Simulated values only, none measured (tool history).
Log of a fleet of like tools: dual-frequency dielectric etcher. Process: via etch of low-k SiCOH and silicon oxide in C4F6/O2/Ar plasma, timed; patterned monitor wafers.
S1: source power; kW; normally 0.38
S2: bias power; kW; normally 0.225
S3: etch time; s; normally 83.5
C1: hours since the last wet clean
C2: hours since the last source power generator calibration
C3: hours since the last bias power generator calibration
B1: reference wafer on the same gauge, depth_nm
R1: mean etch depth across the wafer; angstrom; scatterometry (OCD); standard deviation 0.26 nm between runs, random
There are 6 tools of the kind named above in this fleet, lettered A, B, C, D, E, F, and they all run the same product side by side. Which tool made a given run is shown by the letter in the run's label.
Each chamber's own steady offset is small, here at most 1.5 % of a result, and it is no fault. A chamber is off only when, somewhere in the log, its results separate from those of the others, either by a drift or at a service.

run	hour	S1	S2	S3	C1	C2	C3	B1	R1
1D	5.9	0.38	0.225	83.5	112.9	532.7	1757.9	281.09	2458.7
2C	10.7	0.38	0.225	83.5	443.9	3739.2	1239.8	281	2451.9
3B	14.7	0.38	0.225	83.5	203.9	76.3	1663.6	281.08	2473.1
4E	20.4	0.38	0.225	83.5	211.5	296.7	1593.9	281.11	2458.1
5A	23.3	0.38	0.225	83.5	119.7	373.4	2148.3	281.18	2501.6
6F	28	0.38	0.225	83.5	139.9	845.1	228.3	281.16	2471.7
7B	31.7	0.38	0.225	83.5	220.9	93.3	1680.6	281.19	2471.5
8C	36.7	0.38	0.277	83.5	469.9	3765.2	1265.8	281.22	2640.2
9A	39.6	0.38	0.277	83.5	136	389.7	2164.6	281.27	2679.4
10F	45.1	0.38	0.277	83.5	157	862.2	245.4	281.41	2660.5
11D	49.9	0.38	0.277	83.5	156.9	576.7	1801.9	281.34	2637.4
12E	53.4	0.38	0.277	83.5	244.5	329.7	1626.9	281.32	2644.3
13A	58.1	0.38	0.277	83.5	154.5	408.2	2183.1	281.42	2681
14C	64	0.38	0.225	83.5	497.2	3792.5	1293.1	281.44	2457.2
15B	66.8	0.38	0.225	83.5	256	128.4	1715.7	281.35	2474.1
16D	72.2	0.38	0.225	83.5	179.2	599	1824.2	281.51	2462.9
17E	77.5	0.38	0.225	83.5	268.6	353.8	1651	281.52	2468.2
18F	81.8	0.38	0.225	99	193.7	898.9	282.1	281.51	2935.4
19C	85.1	0.38	0.225	99	518.3	3813.6	1314.2	281.61	2919.6
20D	89	0.38	0.225	99	196	615.8	1841	281.66	2921.2
21E	91.6	0.38	0.225	99	282.7	367.9	1665.1	281.62	2926.6
22B	96.8	0.38	0.225	99	286	158.4	1745.7	281.66	2939.7
23F	100.8	0.38	0.225	99	212.7	917.9	301.1	281.63	2936.8
24A	103.8	0.38	0.225	83.5	200.2	453.9	2228.8	281.78	2503.7
25E	109.6	0.38	0.225	83.5	300.7	385.9	1683.1	281.78	2465.3
26B	112.8	0.38	0.225	83.5	302	174.4	1761.7	281.8	2477.3
27D	118.5	0.38	0.225	83.5	225.5	645.3	1870.5	281.76	2463
28F	121.6	0.38	0.258	83.5	233.5	938.7	321.9	281.78	2597.1
29A	125.4	0.38	0.258	83.5	221.8	475.5	2250.4	281.88	2622.7
30C	130.9	0.38	0.258	83.5	564.1	3859.4	1360	281.93	2584.2
31F	136.3	0.38	0.258	83.5	248.2	953.4	336.6	281.95	2599.9
32B	139.9	0.38	0.258	83.5	329.1	201.5	1788.8	281.91	2592.6
33E	143.3	0.38	0.258	83.5	334.4	419.6	1716.8	281.95	2583.8
34D	147.6	0.38	0.225	83.5	254.6	674.4	1899.6	282	2464.1
35A	151.1	0.38	0.225	83.5	247.5	501.2	2276.1	282.09	2505.3
# hour 151.8: chamber C: wet clean of the chamber
36C	156.4	0.38	0.225	83.5	4.7	3884.9	1385.5	281.99	2461.3
37F	161.7	0.38	0.225	83.5	273.6	978.8	362	282.15	2483
38A	167.3	0.38	0.225	83.5	263.7	517.4	2292.3	282.22	2505.8
39D	171.3	0.38	0.225	83.5	278.3	698.1	1923.3	282.26	2467.4
40E	177.1	0.38	0.225	83.5	368.2	453.4	1750.6	282.3	2469.7

Does one chamber stand apart from the rest, does the shared gauge drift, or is all well apart from small per-chamber offsets? Give the chamber and the most likely cause, where there is one.

None of the chambers is off. What moves is the gauge, dragging all their readings along together.
Likeliest cause: gauge reads high (%) = 0.44.
